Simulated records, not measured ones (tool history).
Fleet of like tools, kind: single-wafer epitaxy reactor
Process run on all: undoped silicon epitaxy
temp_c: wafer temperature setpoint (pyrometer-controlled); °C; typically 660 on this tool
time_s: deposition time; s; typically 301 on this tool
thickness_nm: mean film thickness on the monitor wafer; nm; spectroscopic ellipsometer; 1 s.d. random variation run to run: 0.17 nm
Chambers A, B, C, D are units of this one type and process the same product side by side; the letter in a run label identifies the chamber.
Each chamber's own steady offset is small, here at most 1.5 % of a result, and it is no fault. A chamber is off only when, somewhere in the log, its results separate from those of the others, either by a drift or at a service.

| run | day | temp_c | time_s | read-back reference wafer on the same gauge, thickness_nm | thickness_nm |
|---|---|---|---|---|---|
| 1D | 0.542 | 660 | 301 | 70.716 | 62.945 |
| 2C | 0.8 | 660 | 301 | 70.672 | 63.448 |
| 3B | 1.35 | 660 | 301 | 70.72 | 62.567 |
| 4A | 1.925 | 660 | 301 | 70.724 | 62.247 |
| 5B | 2.3 | 660 | 301 | 70.685 | 62.769 |
| 6C | 2.7 | 674 | 330 | 70.684 | 93.487 |
| 7A | 3.258 | 674 | 330 | 70.694 | 92.138 |
| 8D | 3.796 | 674 | 330 | 70.714 | 92.402 |
| 9A | 4.171 | 674 | 330 | 70.743 | 91.177 |
| 10C | 4.512 | 668 | 246 | 70.667 | 61.624 |
| 11D | 4.804 | 668 | 246 | 70.723 | 60.896 |
| 12B | 5.2 | 668 | 246 | 70.72 | 60.778 |
| 13D | 5.754 | 668 | 246 | 70.68 | 60.897 |
| 14C | 6.058 | 660 | 301 | 70.701 | 63.467 |
| 15A | 6.45 | 660 | 301 | 70.729 | 62.994 |
| 16B | 6.921 | 660 | 301 | 70.746 | 62.915 |
| 17A | 7.388 | 667 | 301 | 70.719 | 73.043 |
| 18B | 7.646 | 667 | 301 | 70.704 | 72.589 |
| 19C | 7.921 | 667 | 301 | 70.768 | 73.315 |
| 20D | 8.358 | 667 | 301 | 70.76 | 72.939 |
| 21C | 8.612 | 660 | 301 | 70.68 | 63.661 |
| 22D | 8.954 | 660 | 301 | 70.628 | 63.044 |
| 23B | 9.304 | 660 | 301 | 70.692 | 62.742 |
| 24A | 9.729 | 660 | 301 | 70.685 | 63.459 |
| 25C | 9.983 | 660 | 301 | 70.695 | 63.573 |
| 26A | 10.433 | 660 | 301 | 70.703 | 63.857 |
| 27D | 10.779 | 660 | 301 | 70.715 | 63.06 |
| 28B | 11.092 | 660 | 301 | 70.7 | 62.827 |
| 29C | 11.379 | 655 | 355 | 70.696 | 67.429 |
| 30D | 11.742 | 655 | 355 | 70.684 | 67.167 |
|  | 11.788 | chamber C: pyrometer calibrated |
| 31B | 12.229 | 655 | 355 | 70.678 | 66.395 |
| 32A | 12.746 | 655 | 355 | 70.694 | 68.106 |
| 33A | 13.2 | 660 | 272 | 70.738 | 58.005 |
| 34C | 13.583 | 660 | 272 | 70.699 | 57.393 |
| 35D | 14.046 | 660 | 272 | 70.668 | 56.863 |
| 36B | 14.504 | 660 | 272 | 70.74 | 56.564 |
| 37D | 14.783 | 660 | 301 | 70.697 | 63.026 |

Decide between three cases: one chamber stands off from its peers, the gauge reading all wafers drifts, or nothing is wrong past each chamber's small offset. Where a chamber is off, say which and what most likely put it there.

One chamber, A, drifts off from the rest bit by bit.
Cause: wafer temperature above the value expected at the setpoint (K) = 1.75.

Here are 4 candidates for chamber A's next run, each the usual settings with a change, their results left as question marks. Which one brings its results back in line with what the others give on the usual settings?
In line means no further than this from the other chambers' mean on the usual settings: thickness_nm 0.61 nm
| 38A-1 | 15.196 | 660 | 304 |  | ? |
| 38A-2 | 15.196 | 660 | 298 |  | ? |
| 38A-3 | 15.196 | 661 | 303 |  | ? |
| 38A-4 | 15.196 | 659 | 299 |  | ? |

Usual-settings mean across the other chambers: thickness_nm 63.056 nm
| run | thickness_nm |
|---|---|
| 38A-1 | 65.291 |
| 38A-2 | 64.003 |
| 38A-3 | 66.464 |
| 38A-4 | 62.873 |
38A-4 puts the chamber back in line with the other chambers.
